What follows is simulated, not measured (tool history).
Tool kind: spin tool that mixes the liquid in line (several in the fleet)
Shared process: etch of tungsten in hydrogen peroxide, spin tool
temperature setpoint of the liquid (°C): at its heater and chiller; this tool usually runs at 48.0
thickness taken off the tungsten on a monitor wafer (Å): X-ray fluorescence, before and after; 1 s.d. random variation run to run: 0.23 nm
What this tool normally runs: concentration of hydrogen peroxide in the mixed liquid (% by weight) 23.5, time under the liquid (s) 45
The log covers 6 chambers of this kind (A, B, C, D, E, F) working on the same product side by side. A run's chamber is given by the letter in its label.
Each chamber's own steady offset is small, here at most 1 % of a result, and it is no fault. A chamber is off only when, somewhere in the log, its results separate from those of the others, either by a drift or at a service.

| run | hour | temperature setpoint of the liquid (°C) | concentration of hydrogen peroxide in the mixed liquid (% by weight) | time under the liquid (s) | hours since the thermometer was replaced | hours since the peroxide flow meter was replaced | hours since the heated supply line was repaired | hours since the drum of peroxide was connected | read-back film thickness of the tungsten reference wafer, read on the same gauge (nm) | thickness taken off the tungsten on a monitor wafer (Å) |
|---|---|---|---|---|---|---|---|---|---|---|
| 1B | 4.8 | 48.0 | 23.5 | 45 | 1469.2 | 1741.4 | 1620.7 | 191.1 | 150.01 | 456.41 |
| 2F | 9.4 | 48.0 | 23.5 | 45 | 1100.4 | 1383.6 | 53.0 | 11.5 | 149.99 | 449.78 |
| 3C | 15.7 | 48.0 | 23.5 | 45 | 80.9 | 139.8 | 2335.6 | 236.2 | 150.02 | 455.07 |
| 4E | 23.2 | 48.0 | 23.5 | 45 | 1799.4 | 508.8 | 257.7 | 337.2 | 150.00 | 453.89 |
| 5D | 27.7 | 48.0 | 23.5 | 45 | 236.5 | 1082.8 | 2657.6 | 644.0 | 150.00 | 450.46 |
| 6A | 31.3 | 48.0 | 23.5 | 45 | 951.7 | 363.3 | 1284.5 | 1217.0 | 149.99 | 454.59 |
| 7D | 38.6 | 48.0 | 23.5 | 45 | 247.4 | 1093.7 | 2668.5 | 654.9 | 149.99 | 454.91 |
| 8C | 45.3 | 40.0 | 23.5 | 45 | 110.5 | 169.4 | 2365.2 | 265.8 | 149.98 | 274.13 |
| 9E | 50.7 | 40.0 | 23.5 | 45 | 1826.9 | 536.3 | 285.2 | 364.7 | 150.00 | 277.92 |
| 10B | 56.9 | 40.0 | 23.5 | 45 | 1521.3 | 1793.5 | 1672.8 | 243.2 | 150.02 | 272.81 |
| 11F | 63.8 | 40.0 | 23.5 | 45 | 1154.8 | 1438.0 | 107.4 | 65.9 | 150.02 | 276.24 |
| 12A | 68.6 | 40.0 | 23.5 | 45 | 989.0 | 400.6 | 1321.8 | 1254.3 | 149.97 | 272.45 |
| 13B | 72.7 | 40.0 | 23.5 | 45 | 1537.1 | 1809.3 | 1688.6 | 259.0 | 150.01 | 274.43 |
| 14A | 79.9 | 48.0 | 23.5 | 45 | 1000.3 | 411.9 | 1333.1 | 1265.6 | 150.00 | 453.46 |
| 15C | 84.2 | 48.0 | 23.5 | 45 | 149.4 | 208.3 | 2404.1 | 304.7 | 150.00 | 457.17 |
| 16F | 90.1 | 48.0 | 26.0 | 55 | 1181.1 | 1464.3 | 133.7 | 92.2 | 149.99 | 577.94 |
| 17E | 96.8 | 48.0 | 26.0 | 55 | 1873.0 | 582.4 | 331.3 | 410.8 | 149.97 | 588.38 |
| 18D | 101.3 | 48.0 | 26.0 | 55 | 310.1 | 1156.4 | 2731.2 | 717.6 | 149.98 | 579.34 |
|  | 103.3 | chamber D: heated supply line repaired |
| 19C | 107.5 | 48.0 | 26.0 | 55 | 172.7 | 231.6 | 2427.4 | 328.0 | 150.00 | 586.18 |
| 20F | 111.9 | 48.0 | 26.0 | 55 | 1202.9 | 1486.1 | 155.5 | 114.0 | 149.97 | 578.26 |
| 21E | 116.8 | 48.0 | 26.0 | 55 | 1893.0 | 602.4 | 351.3 | 430.8 | 149.97 | 585.72 |
| 22B | 122.9 | 48.0 | 23.5 | 45 | 1587.3 | 1859.5 | 1738.8 | 309.2 | 150.00 | 453.82 |
| 23A | 127.7 | 48.0 | 23.5 | 45 | 1048.1 | 459.7 | 1380.9 | 1313.4 | 150.02 | 457.27 |
| 24D | 132.9 | 48.0 | 23.5 | 45 | 341.7 | 1188.0 | 29.7 | 749.2 | 150.00 | 452.85 |
| 25D | 140.4 | 48.0 | 23.5 | 45 | 349.2 | 1195.5 | 37.2 | 756.7 | 150.01 | 447.31 |
|  | 145.3 | chamber A: new drum of peroxide connected |
| 26A | 147.1 | 51.5 | 23.5 | 65 | 1067.5 | 479.1 | 1400.3 | 1.9 | 150.00 | 807.75 |
| 27E | 152.4 | 51.5 | 23.5 | 65 | 1928.6 | 638.0 | 386.9 | 466.4 | 149.99 | 819.23 |
| 28C | 159.6 | 51.5 | 23.5 | 65 | 224.8 | 283.7 | 2479.5 | 380.1 | 149.98 | 809.06 |
| 29B | 165.9 | 51.5 | 23.5 | 65 | 1630.3 | 1902.5 | 1781.8 | 352.2 | 149.98 | 818.23 |
| 30F | 172.6 | 51.5 | 23.5 | 65 | 1263.6 | 1546.8 | 216.2 | 174.7 | 149.99 | 798.54 |
| 31C | 178.0 | 51.5 | 23.5 | 65 | 243.2 | 302.1 | 2497.9 | 398.5 | 150.00 | 819.16 |
|  | 180.9 | chamber C: heated supply line repaired |
| 32F | 182.4 | 48.0 | 23.5 | 45 | 1273.4 | 1556.6 | 226.0 | 184.5 | 150.02 | 451.99 |
| 33E | 189.1 | 55.0 | 23.5 | 35 | 1965.3 | 674.7 | 423.6 | 503.1 | 149.99 | 541.61 |
| 34A | 195.1 | 55.0 | 23.5 | 35 | 1115.5 | 527.1 | 1448.3 | 49.9 | 150.03 | 540.44 |
| 35D | 200.6 | 55.0 | 23.5 | 35 | 409.4 | 1255.7 | 97.4 | 816.9 | 150.00 | 529.44 |
| 36B | 205.6 | 55.0 | 23.5 | 35 | 1670.0 | 1942.2 | 1821.5 | 391.9 | 150.00 | 548.55 |
| 37A | 210.1 | 55.0 | 23.5 | 35 | 1130.5 | 542.1 | 1463.3 | 64.9 | 150.01 | 547.25 |
| 38D | 216.0 | 55.0 | 23.5 | 35 | 424.8 | 1271.1 | 112.8 | 832.3 | 150.01 | 535.05 |
| 39E | 223.3 | 48.0 | 23.5 | 45 | 1999.5 | 708.9 | 457.8 | 537.3 | 150.01 | 457.37 |
| 40F | 228.6 | 48.0 | 23.5 | 45 | 1319.6 | 1602.8 | 272.2 | 230.7 | 150.00 | 453.69 |
| 41B | 233.2 | 48.0 | 23.5 | 45 | 1697.6 | 1969.8 | 1849.1 | 419.5 | 150.00 | 455.18 |
| 42C | 239.8 | 48.0 | 23.5 | 45 | 305.0 | 363.9 | 59.0 | 460.3 | 150.00 | 451.09 |

Does one chamber stand apart from the rest, does the shared gauge drift, or is all well apart from small per-chamber offsets? Give the chamber and the most likely cause, where there is one.

Neither any chamber nor the gauge drifts; the chambers differ only by their own small, steady offsets.
